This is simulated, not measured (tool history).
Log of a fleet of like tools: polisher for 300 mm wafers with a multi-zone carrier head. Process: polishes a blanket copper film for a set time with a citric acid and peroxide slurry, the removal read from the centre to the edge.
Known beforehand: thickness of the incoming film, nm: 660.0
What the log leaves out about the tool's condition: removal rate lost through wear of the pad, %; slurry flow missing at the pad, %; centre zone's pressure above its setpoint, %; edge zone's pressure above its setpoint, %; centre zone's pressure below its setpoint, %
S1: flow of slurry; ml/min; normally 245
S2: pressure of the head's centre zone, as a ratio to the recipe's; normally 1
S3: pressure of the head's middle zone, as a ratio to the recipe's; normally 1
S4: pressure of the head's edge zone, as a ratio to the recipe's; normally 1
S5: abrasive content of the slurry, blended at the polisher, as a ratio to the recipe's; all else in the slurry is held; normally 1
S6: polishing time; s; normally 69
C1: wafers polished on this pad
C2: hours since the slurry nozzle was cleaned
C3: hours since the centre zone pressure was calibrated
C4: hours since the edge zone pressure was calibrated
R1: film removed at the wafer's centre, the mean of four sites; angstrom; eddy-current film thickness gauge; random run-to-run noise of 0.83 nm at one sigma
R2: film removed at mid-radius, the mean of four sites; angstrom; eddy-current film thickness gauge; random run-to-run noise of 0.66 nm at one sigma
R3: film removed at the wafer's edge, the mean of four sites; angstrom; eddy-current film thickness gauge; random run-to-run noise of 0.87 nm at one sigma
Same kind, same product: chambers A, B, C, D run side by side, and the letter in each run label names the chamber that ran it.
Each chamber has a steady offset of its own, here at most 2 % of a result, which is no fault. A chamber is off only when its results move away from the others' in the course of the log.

{"hour": 2.1, "done": "chamber A: worn pad replaced by a new one"}
{"run": "1D", "hour": 4.2, "S1": 245, "S2": 1, "S3": 1, "S4": 1, "S5": 1, "S6": 69, "C1": 518, "C2": 122.8, "C3": 220.9, "C4": 228.6, "R1": 856.58, "R2": 859.37, "R3": 840.94}
{"run": "2C", "hour": 9.0, "S1": 245, "S2": 1, "S3": 1, "S4": 1, "S5": 1, "S6": 69, "C1": 1015, "C2": 529, "C3": 495.1, "C4": 928.9, "R1": 854.11, "R2": 848.96, "R3": 886.82}
{"run": "3B", "hour": 12.2, "S1": 245, "S2": 1, "S3": 1, "S4": 1, "S5": 1, "S6": 69, "C1": 771, "C2": 146.1, "C3": 482.4, "C4": 96.4, "R1": 868.71, "R2": 862.83, "R3": 857.64}
{"hour": 16.2, "done": "chamber D: worn pad replaced by a new one"}
{"run": "4A", "hour": 16.2, "S1": 245, "S2": 1, "S3": 1, "S4": 1, "S5": 1, "S6": 69, "C1": 190, "C2": 21.6, "C3": 1166.4, "C4": 468, "R1": 857.59, "R2": 879.48, "R3": 859.97}
{"hour": 17.3, "done": "chamber B: worn pad replaced by a new one"}
{"run": "5A", "hour": 18.9, "S1": 245, "S2": 1, "S3": 1, "S4": 1, "S5": 1, "S6": 69, "C1": 226, "C2": 24.3, "C3": 1169.1, "C4": 470.7, "R1": 862.66, "R2": 861.36, "R3": 853.43}
{"run": "6C", "hour": 22.4, "S1": 245, "S2": 0.91, "S3": 0.96, "S4": 1, "S5": 1, "S6": 69, "C1": 1195, "C2": 542.4, "C3": 508.5, "C4": 942.3, "R1": 764.25, "R2": 824.72, "R3": 857.78}
{"run": "7B", "hour": 25.1, "S1": 245, "S2": 0.91, "S3": 0.96, "S4": 1, "S5": 1, "S6": 69, "C1": 104, "C2": 159, "C3": 495.3, "C4": 109.3, "R1": 766.52, "R2": 834.9, "R3": 879.69}
{"run": "8D", "hour": 29.7, "S1": 245, "S2": 0.91, "S3": 0.96, "S4": 1, "S5": 1, "S6": 69, "C1": 182, "C2": 148.3, "C3": 246.4, "C4": 254.1, "R1": 778.37, "R2": 821.57, "R3": 862.86}
{"run": "9A", "hour": 33.6, "S1": 245, "S2": 0.91, "S3": 0.96, "S4": 1, "S5": 1, "S6": 69, "C1": 423, "C2": 39, "C3": 1183.8, "C4": 485.4, "R1": 772.76, "R2": 837.81, "R3": 875.48}
{"run": "10D", "hour": 36.8, "S1": 245, "S2": 1, "S3": 1, "S4": 0.91, "S5": 1, "S6": 83, "C1": 277, "C2": 155.4, "C3": 253.5, "C4": 261.2, "R1": 1026.2, "R2": 1024.4, "R3": 984.86}
{"hour": 37.3, "done": "chamber C: worn pad replaced by a new one"}
{"run": "11B", "hour": 39.4, "S1": 245, "S2": 1, "S3": 1, "S4": 0.91, "S5": 1, "S6": 83, "C1": 296, "C2": 173.3, "C3": 509.6, "C4": 123.6, "R1": 1038.9, "R2": 1047.8, "R3": 1007.5}
{"run": "12C", "hour": 42.9, "S1": 245, "S2": 1, "S3": 1, "S4": 0.91, "S5": 1, "S6": 83, "C1": 76, "C2": 562.9, "C3": 529, "C4": 962.8, "R1": 1018.9, "R2": 1032.4, "R3": 997.92}
{"hour": 43.2, "done": "chamber A: worn pad replaced by a new one"}
{"run": "13D", "hour": 47.3, "S1": 245, "S2": 1, "S3": 1, "S4": 0.91, "S5": 1, "S6": 83, "C1": 418, "C2": 165.9, "C3": 264, "C4": 271.7, "R1": 1046.9, "R2": 1031.4, "R3": 983.21}
{"run": "14C", "hour": 51.8, "S1": 245, "S2": 1, "S3": 1, "S4": 1, "S5": 1, "S6": 69, "C1": 195, "C2": 571.8, "C3": 537.9, "C4": 971.7, "R1": 835.85, "R2": 853.43, "R3": 864.53}
{"run": "15B", "hour": 54.6, "S1": 245, "S2": 1, "S3": 1.04, "S4": 1, "S5": 0.9, "S6": 69, "C1": 501, "C2": 188.5, "C3": 524.8, "C4": 138.8, "R1": 829.33, "R2": 875.83, "R3": 853.46}
{"run": "16A", "hour": 57.5, "S1": 245, "S2": 1, "S3": 1.04, "S4": 1, "S5": 0.9, "S6": 69, "C1": 192, "C2": 62.9, "C3": 1207.7, "C4": 509.3, "R1": 834.2, "R2": 878.92, "R3": 847.37}
{"run": "17B", "hour": 60.6, "S1": 245, "S2": 1, "S3": 1.04, "S4": 1, "S5": 0.9, "S6": 69, "C1": 581, "C2": 194.5, "C3": 530.8, "C4": 144.8, "R1": 841.82, "R2": 876.21, "R3": 863.93}
{"hour": 61.7, "done": "chamber A: edge zone pressure recalibrated"}
{"run": "18D", "hour": 63.1, "S1": 245, "S2": 1, "S3": 1.04, "S4": 1, "S5": 0.9, "S6": 69, "C1": 630, "C2": 181.7, "C3": 279.8, "C4": 287.5, "R1": 844.93, "R2": 861.9, "R3": 818.36}
{"hour": 65.1, "done": "chamber D: worn pad replaced by a new one"}
{"run": "19A", "hour": 67.8, "S1": 245, "S2": 1, "S3": 1, "S4": 1, "S5": 1, "S6": 69, "C1": 330, "C2": 73.2, "C3": 1218, "C4": 6.1, "R1": 871.58, "R2": 867.37, "R3": 848.26}
{"run": "20C", "hour": 72.6, "S1": 245, "S2": 1, "S3": 1, "S4": 1, "S5": 1, "S6": 69, "C1": 475, "C2": 592.6, "C3": 558.7, "C4": 992.5, "R1": 845.3, "R2": 841.45, "R3": 885.69}
{"run": "21C", "hour": 77.3, "S1": 245, "S2": 0.92, "S3": 1.05, "S4": 1, "S5": 1, "S6": 69, "C1": 538, "C2": 597.3, "C3": 563.4, "C4": 997.2, "R1": 777.47, "R2": 894.84, "R3": 868.17}
{"run": "22D", "hour": 81.1, "S1": 245, "S2": 0.92, "S3": 1.05, "S4": 1, "S5": 1, "S6": 69, "C1": 216, "C2": 199.7, "C3": 297.8, "C4": 305.5, "R1": 792.28, "R2": 906.9, "R3": 856.97}
{"run": "23A", "hour": 84.3, "S1": 245, "S2": 0.92, "S3": 1.05, "S4": 1, "S5": 1, "S6": 69, "C1": 552, "C2": 89.7, "C3": 1234.5, "C4": 22.6, "R1": 783.33, "R2": 895.4, "R3": 861.15}
{"hour": 87.1, "done": "chamber A: worn pad replaced by a new one"}
{"run": "24B", "hour": 87.8, "S1": 245, "S2": 0.92, "S3": 1.05, "S4": 1, "S5": 1, "S6": 69, "C1": 946, "C2": 221.7, "C3": 558, "C4": 172, "R1": 784.65, "R2": 908.44, "R3": 875.68}
{"hour": 92.1, "done": "chamber B: worn pad replaced by a new one"}
{"run": "25B", "hour": 93.0, "S1": 245, "S2": 1, "S3": 1, "S4": 1, "S5": 1, "S6": 69, "C1": 12, "C2": 226.9, "C3": 563.2, "C4": 177.2, "R1": 860.02, "R2": 849.57, "R3": 877.11}
{"run": "26A", "hour": 96.9, "S1": 245, "S2": 1, "S3": 1, "S4": 1, "S5": 1, "S6": 69, "C1": 132, "C2": 102.3, "C3": 1247.1, "C4": 35.2, "R1": 857.79, "R2": 854.79, "R3": 858.2}
{"run": "27D", "hour": 100.0, "S1": 245, "S2": 1, "S3": 1, "S4": 1, "S5": 1, "S6": 69, "C1": 469, "C2": 218.6, "C3": 316.7, "C4": 324.4, "R1": 872, "R2": 855.31, "R3": 861.2}
{"run": "28C", "hour": 103.0, "S1": 245, "S2": 1, "S3": 1, "S4": 1, "S5": 1, "S6": 69, "C1": 883, "C2": 623, "C3": 589.1, "C4": 1022.9, "R1": 837.96, "R2": 864.35, "R3": 882.19}
{"run": "29B", "hour": 105.9, "S1": 245, "S2": 1, "S3": 1, "S4": 1, "S5": 1, "S6": 69, "C1": 185, "C2": 239.8, "C3": 576.1, "C4": 190.1, "R1": 857.51, "R2": 860.17, "R3": 872.1}
{"run": "30C", "hour": 108.5, "S1": 245, "S2": 1, "S3": 1, "S4": 1, "S5": 1, "S6": 69, "C1": 957, "C2": 628.5, "C3": 594.6, "C4": 1028.4, "R1": 836.9, "R2": 854.89, "R3": 859.95}
{"run": "31D", "hour": 113.7, "S1": 245, "S2": 1, "S3": 1, "S4": 1, "S5": 1, "S6": 69, "C1": 653, "C2": 232.3, "C3": 330.4, "C4": 338.1, "R1": 856.37, "R2": 861.17, "R3": 845.95}
{"hour": 115.5, "done": "chamber D: worn pad replaced by a new one"}
{"run": "32A", "hour": 118.2, "S1": 245, "S2": 1, "S3": 1, "S4": 1, "S5": 1, "S6": 69, "C1": 418, "C2": 123.6, "C3": 1268.4, "C4": 56.5, "R1": 849.89, "R2": 852.11, "R3": 854.1}
{"run": "33A", "hour": 121.6, "S1": 245, "S2": 1, "S3": 1, "S4": 1, "S5": 1, "S6": 69, "C1": 464, "C2": 127, "C3": 1271.8, "C4": 59.9, "R1": 863.2, "R2": 868.5, "R3": 874.44}
{"run": "34B", "hour": 124.9, "S1": 245, "S2": 1, "S3": 1, "S4": 1, "S5": 1, "S6": 92, "C1": 440, "C2": 258.8, "C3": 595.1, "C4": 209.1, "R1": 1149.3, "R2": 1151.5, "R3": 1155.1}
{"hour": 126.6, "done": "chamber C: worn pad replaced by a new one"}
{"hour": 127.3, "done": "chamber A: worn pad replaced by a new one"}
{"run": "35C", "hour": 128.4, "S1": 245, "S2": 1, "S3": 1, "S4": 1, "S5": 1, "S6": 92, "C1": 24, "C2": 648.4, "C3": 614.5, "C4": 1048.3, "R1": 1125.4, "R2": 1140.7, "R3": 1141.7}
{"run": "36D", "hour": 133.3, "S1": 245, "S2": 1, "S3": 1, "S4": 1, "S5": 1, "S6": 92, "C1": 240, "C2": 251.9, "C3": 350, "C4": 357.7, "R1": 1162.9, "R2": 1150.2, "R3": 1133.9}
{"run": "37D", "hour": 136.6, "S1": 245, "S2": 1, "S3": 1, "S4": 1, "S5": 1, "S6": 92, "C1": 284, "C2": 255.2, "C3": 353.3, "C4": 361, "R1": 1139.6, "R2": 1148.6, "R3": 1144.8}
{"run": "38C", "hour": 140.7, "S1": 245, "S2": 1, "S3": 1, "S4": 1, "S5": 1, "S6": 69, "C1": 190, "C2": 660.7, "C3": 626.8, "C4": 1060.6, "R1": 850.75, "R2": 862.33, "R3": 877.58}
{"run": "39A", "hour": 145.9, "S1": 245, "S2": 1, "S3": 1, "S4": 1, "S5": 1, "S6": 69, "C1": 249, "C2": 151.3, "C3": 1296.1, "C4": 84.2, "R1": 850.4, "R2": 870.09, "R3": 866.59}
{"run": "40B", "hour": 149.6, "S1": 245, "S2": 1, "S3": 1, "S4": 1, "S5": 1, "S6": 69, "C1": 772, "C2": 283.5, "C3": 619.8, "C4": 233.8, "R1": 873.12, "R2": 856.63, "R3": 862.43}
{"run": "41B", "hour": 152.6, "S1": 245, "S2": 1, "S3": 1, "S4": 1, "S5": 1, "S6": 69, "C1": 812, "C2": 286.5, "C3": 622.8, "C4": 236.8, "R1": 859.55, "R2": 869.72, "R3": 875.24}
{"run": "42C", "hour": 157.0, "S1": 245, "S2": 1, "S3": 1, "S4": 1, "S5": 1, "S6": 69, "C1": 408, "C2": 677, "C3": 643.1, "C4": 1076.9, "R1": 850.3, "R2": 861.06, "R3": 871.97}

The same settings go to every chamber for the next run, one line per chamber below. Forecast the results for each:
{"run": "43A", "hour": 160.8, "S1": 245, "S2": 1, "S3": 1, "S4": 1, "S5": 1, "S6": 69, "R1": "?", "R2": "?", "R3": "?"}
{"run": "43B", "hour": 160.8, "S1": 245, "S2": 1, "S3": 1, "S4": 1, "S5": 1, "S6": 69, "R1": "?", "R2": "?", "R3": "?"}
{"run": "43C", "hour": 160.8, "S1": 245, "S2": 1, "S3": 1, "S4": 1, "S5": 1, "S6": 69, "R1": "?", "R2": "?", "R3": "?"}
{"run": "43D", "hour": 160.8, "S1": 245, "S2": 1, "S3": 1, "S4": 1, "S5": 1, "S6": 69, "R1": "?", "R2": "?", "R3": "?"}

run=43A R1=852.72 R2=863.37 R3=869.32
run=43B R1=876.11 R2=858.08 R3=893.18
run=43C R1=835.98 R2=861.04 R3=876.07
run=43D R1=862.08 R2=851.04 R3=831.53
